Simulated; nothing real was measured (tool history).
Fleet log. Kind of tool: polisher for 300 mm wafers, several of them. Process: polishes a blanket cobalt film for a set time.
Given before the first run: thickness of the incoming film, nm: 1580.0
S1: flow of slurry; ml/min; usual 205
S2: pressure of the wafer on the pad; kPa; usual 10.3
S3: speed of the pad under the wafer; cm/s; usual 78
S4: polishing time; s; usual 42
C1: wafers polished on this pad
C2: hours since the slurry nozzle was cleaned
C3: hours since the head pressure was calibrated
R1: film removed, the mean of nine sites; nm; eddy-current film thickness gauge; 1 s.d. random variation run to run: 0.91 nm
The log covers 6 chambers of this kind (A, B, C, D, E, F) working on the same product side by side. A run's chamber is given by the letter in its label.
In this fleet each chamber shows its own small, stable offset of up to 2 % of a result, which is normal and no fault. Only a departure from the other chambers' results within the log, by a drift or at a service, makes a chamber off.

{"run": "1E", "hour": 6.3, "S1": 205, "S2": 10.3, "S3": 78, "S4": 42, "C1": 851, "C2": 65.9, "C3": 85.5, "R1": 107.62}
{"hour": 10.1, "done": "chamber F: slurry nozzle cleaned"}
{"run": "2F", "hour": 11.4, "S1": 205, "S2": 10.3, "S3": 78, "S4": 42, "C1": 653, "C2": 1.4, "C3": 76.6, "R1": 108.77}
{"hour": 18.0, "done": "chamber C: worn pad replaced by a new one"}
{"run": "3B", "hour": 18.9, "S1": 205, "S2": 10.3, "S3": 78, "S4": 42, "C1": 312, "C2": 437.8, "C3": 33.7, "R1": 108.82}
{"run": "4A", "hour": 25.5, "S1": 205, "S2": 10.3, "S3": 78, "S4": 42, "C1": 633, "C2": 464.9, "C3": 62.9, "R1": 108.68}
{"run": "5C", "hour": 30.5, "S1": 205, "S2": 10.3, "S3": 78, "S4": 42, "C1": 75, "C2": 93.7, "C3": 510.3, "R1": 109.7}
{"run": "6D", "hour": 39.2, "S1": 205, "S2": 10.3, "S3": 78, "S4": 42, "C1": 802, "C2": 612.4, "C3": 702.8, "R1": 109.04}
{"hour": 45.2, "done": "chamber E: worn pad replaced by a new one"}
{"run": "7C", "hour": 46.7, "S1": 205, "S2": 10.3, "S3": 78, "S4": 42, "C1": 173, "C2": 109.9, "C3": 526.5, "R1": 110.3}
{"run": "8A", "hour": 55.3, "S1": 205, "S2": 10.3, "S3": 78, "S4": 42, "C1": 813, "C2": 494.7, "C3": 92.7, "R1": 109.09}
{"run": "9D", "hour": 64.1, "S1": 205, "S2": 10.3, "S3": 78, "S4": 42, "C1": 952, "C2": 637.3, "C3": 727.7, "R1": 107.21}
{"run": "10B", "hour": 69.4, "S1": 205, "S2": 10.3, "S3": 78, "S4": 42, "C1": 616, "C2": 488.3, "C3": 84.2, "R1": 106.92}
{"run": "11E", "hour": 77.5, "S1": 205, "S2": 10.3, "S3": 78, "S4": 42, "C1": 194, "C2": 137.1, "C3": 156.7, "R1": 108.63}
{"run": "12F", "hour": 84.1, "S1": 205, "S2": 10.3, "S3": 78, "S4": 42, "C1": 1091, "C2": 74.1, "C3": 149.3, "R1": 107.88}
{"hour": 87.6, "done": "chamber A: worn pad replaced by a new one"}
{"hour": 88.3, "done": "chamber F: worn pad replaced by a new one"}
{"run": "13B", "hour": 92.8, "S1": 205, "S2": 10.3, "S3": 78, "S4": 42, "C1": 757, "C2": 511.7, "C3": 107.6, "R1": 107.24}
{"run": "14E", "hour": 97.9, "S1": 205, "S2": 10.3, "S3": 78, "S4": 42, "C1": 317, "C2": 157.5, "C3": 177.1, "R1": 108.11}
{"hour": 99.6, "done": "chamber B: worn pad replaced by a new one"}
{"run": "15C", "hour": 105.8, "S1": 205, "S2": 10.3, "S3": 78, "S4": 42, "C1": 529, "C2": 169, "C3": 585.6, "R1": 109.31}
{"run": "16A", "hour": 112.0, "S1": 205, "S2": 10.3, "S3": 78, "S4": 42, "C1": 147, "C2": 551.4, "C3": 149.4, "R1": 108.4}
{"hour": 115.4, "done": "chamber C: worn pad replaced by a new one"}
{"hour": 120.9, "done": "chamber D: worn pad replaced by a new one"}
{"run": "17F", "hour": 121.6, "S1": 205, "S2": 10.3, "S3": 78, "S4": 42, "C1": 201, "C2": 111.6, "C3": 186.8, "R1": 108.17}
{"run": "18D", "hour": 129.5, "S1": 205, "S2": 10.3, "S3": 78, "S4": 42, "C1": 51, "C2": 702.7, "C3": 793.1, "R1": 109.56}
{"run": "19C", "hour": 135.4, "S1": 205, "S2": 10.3, "S3": 78, "S4": 42, "C1": 120, "C2": 198.6, "C3": 615.2, "R1": 109.56}
{"run": "20F", "hour": 144.0, "S1": 205, "S2": 10.3, "S3": 78, "S4": 42, "C1": 335, "C2": 134, "C3": 209.2, "R1": 107.77}
{"run": "21E", "hour": 150.8, "S1": 205, "S2": 10.3, "S3": 78, "S4": 42, "C1": 635, "C2": 210.4, "C3": 230, "R1": 107.65}
{"run": "22D", "hour": 158.8, "S1": 205, "S2": 10.3, "S3": 78, "S4": 42, "C1": 228, "C2": 732, "C3": 822.4, "R1": 108.79}
{"hour": 165.4, "done": "chamber A: slurry nozzle cleaned"}
{"run": "23A", "hour": 166.5, "S1": 205, "S2": 10.3, "S3": 78, "S4": 42, "C1": 475, "C2": 1.2, "C3": 203.9, "R1": 110.1}
{"run": "24B", "hour": 172.8, "S1": 150, "S2": 10.3, "S3": 78, "S4": 42, "C1": 440, "C2": 591.7, "C3": 187.6, "R1": 100.24}
{"run": "25D", "hour": 179.7, "S1": 150, "S2": 10.3, "S3": 78, "S4": 42, "C1": 354, "C2": 752.9, "C3": 843.3, "R1": 102.81}
{"run": "26C", "hour": 185.5, "S1": 150, "S2": 10.3, "S3": 78, "S4": 42, "C1": 422, "C2": 248.7, "C3": 665.3, "R1": 103.07}
{"run": "27A", "hour": 190.3, "S1": 150, "S2": 10.3, "S3": 78, "S4": 42, "C1": 618, "C2": 25, "C3": 227.7, "R1": 101.67}
{"run": "28E", "hour": 198.0, "S1": 150, "S2": 10.3, "S3": 78, "S4": 42, "C1": 920, "C2": 257.6, "C3": 277.2, "R1": 103.6}
{"run": "29F", "hour": 203.0, "S1": 150, "S2": 10.3, "S3": 78, "S4": 42, "C1": 691, "C2": 193, "C3": 268.2, "R1": 101.79}
{"run": "30B", "hour": 211.4, "S1": 205, "S2": 10.3, "S3": 78, "S4": 42, "C1": 673, "C2": 630.3, "C3": 226.2, "R1": 107.32}
{"hour": 214.5, "done": "chamber C: worn pad replaced by a new one"}
{"run": "31F", "hour": 220.6, "S1": 205, "S2": 10.3, "S3": 78, "S4": 42, "C1": 797, "C2": 210.6, "C3": 285.8, "R1": 109.03}
{"hour": 223.0, "done": "chamber D: slurry nozzle cleaned"}
{"run": "32A", "hour": 227.3, "S1": 205, "S2": 10.3, "S3": 78, "S4": 42, "C1": 841, "C2": 62, "C3": 264.7, "R1": 107.44}
{"run": "33C", "hour": 232.4, "S1": 205, "S2": 10.3, "S3": 78, "S4": 42, "C1": 108, "C2": 295.6, "C3": 712.2, "R1": 109.17}
{"hour": 232.6, "done": "chamber B: worn pad replaced by a new one"}
{"run": "34D", "hour": 237.1, "S1": 205, "S2": 10.3, "S3": 78, "S4": 42, "C1": 699, "C2": 14.1, "C3": 900.7, "R1": 107.64}
{"run": "35E", "hour": 242.5, "S1": 205, "S2": 10.3, "S3": 78, "S4": 42, "C1": 1187, "C2": 302.1, "C3": 321.7, "R1": 107.45}
{"run": "36B", "hour": 248.3, "S1": 205, "S2": 10.3, "S3": 78, "S4": 42, "C1": 94, "C2": 667.2, "C3": 263.1, "R1": 107.26}
{"run": "37F", "hour": 253.9, "S1": 205, "S2": 10.3, "S3": 78, "S4": 42, "C1": 997, "C2": 243.9, "C3": 319.1, "R1": 109.03}
{"run": "38A", "hour": 260.5, "S1": 205, "S2": 10.3, "S3": 78, "S4": 42, "C1": 1041, "C2": 95.2, "C3": 297.9, "R1": 108.97}

Which is it: a chamber that has drifted or been left off by a service, a gauge drift common to all chambers, or only each chamber's usual small offset? If a chamber is off, name it and its likeliest cause.

Beyond each chamber's small constant offset nothing stands out, and the gauge stays steady.
